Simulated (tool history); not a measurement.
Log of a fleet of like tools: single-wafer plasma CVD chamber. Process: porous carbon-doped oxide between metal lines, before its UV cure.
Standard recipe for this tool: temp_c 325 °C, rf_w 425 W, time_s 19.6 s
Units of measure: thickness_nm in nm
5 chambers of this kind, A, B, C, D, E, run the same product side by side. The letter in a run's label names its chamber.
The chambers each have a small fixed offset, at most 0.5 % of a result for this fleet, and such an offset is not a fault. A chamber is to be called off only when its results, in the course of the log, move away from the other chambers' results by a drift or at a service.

run   hour  temp_c  rf_w  time_s  read-back reference wafer on the same gauge, thickness_nm  thickness_nm
 1E    9.4     325   425    19.6                                                     88.432         84.01
 2D   23.5     325   425    19.6                                                     88.394        84.036
 3B   33.3     325   425    19.6                                                      88.33        83.935
 4C   44.3     325   425    19.6                                                     88.416        83.611
 5A   52.1     325   425    19.6                                                      88.41        83.683
 6A   65.1     325   425    19.6                                                     88.364        83.935
 7D   79.1     325   425    19.6                                                     88.385         83.32
 8C   91.3     325   425    19.6                                                     88.374        83.442
      99.2  -- chamber E: RF generator calibrated
 9B  103.8     325   425    19.6                                                     88.449        83.774
10E  118.4     325   350    19.6                                                     88.427        72.316
11D  126.1     325   350    19.6                                                     88.354        71.356
12E  138.1     325   350    19.6                                                      88.43        72.203
13A  146.6     325   350    19.6                                                     88.392        71.779
14B    161     325   350    19.6                                                     88.403        71.977
15C  173.5     325   425    19.6                                                     88.354        83.795
16E    184     325   425    19.6                                                     88.466        84.281
17A    191     311   425      17                                                     88.425        78.503
18D    199     311   425      17                                                      88.39        77.234
19C  207.1     311   425      17                                                     88.366        78.178
20B  216.4     311   425      17                                                     88.379        78.133
21A  229.3     311   425      17                                                     88.358        78.529
22C  243.8     336   425    19.6                                                     88.388        79.053
23D  257.6     336   425    19.6                                                     88.394        78.653
24B  272.3     336   425    19.6                                                     88.389        79.496
25E  281.5     336   425    19.6                                                      88.41        79.645
26D  288.4     336   425    19.6                                                     88.408        78.285
27E  303.2     325   425    19.6                                                      88.47        84.085
28C  313.3     325   425    19.6                                                     88.403        83.227
29B  324.5     325   425    19.6                                                     88.413         83.73
30A  337.9     325   425    19.6                                                     88.403        83.823

What goes on in this fleet: one chamber off, a drifting gauge, or nothing beyond the chambers' own small offsets? Name the chamber and the cause, if any.

It is chamber D that slowly wanders off from its peers.
Cause: delivered RF power below the setpoint (%) = 2.72.
The log may not separate it from: wafer temperature above the value expected at the setpoint (K).

Here are 4 candidates for chamber D's next run, each the usual settings with a change, their results left as question marks. Which one brings its results back in line with what the others give on the usual settings?
A result is in line if it is within this distance of the other chambers' mean on the usual settings: thickness_nm 0.67 nm
31D-1  348.8     324   430      20                                                                        ?
31D-2  348.8     325   425      20                                                                        ?
31D-3  348.8     325   425    19.2                                                                        ?
31D-4  348.8     326   410    19.6                                                                        ?

Mean of the other chambers on the usual settings: thickness_nm 83.762 nm
  run  thickness_nm
31D-1        84.895
31D-2        83.707
31D-3        80.474
31D-4        79.408
It is 31D-2 that realigns the chamber with its peers.
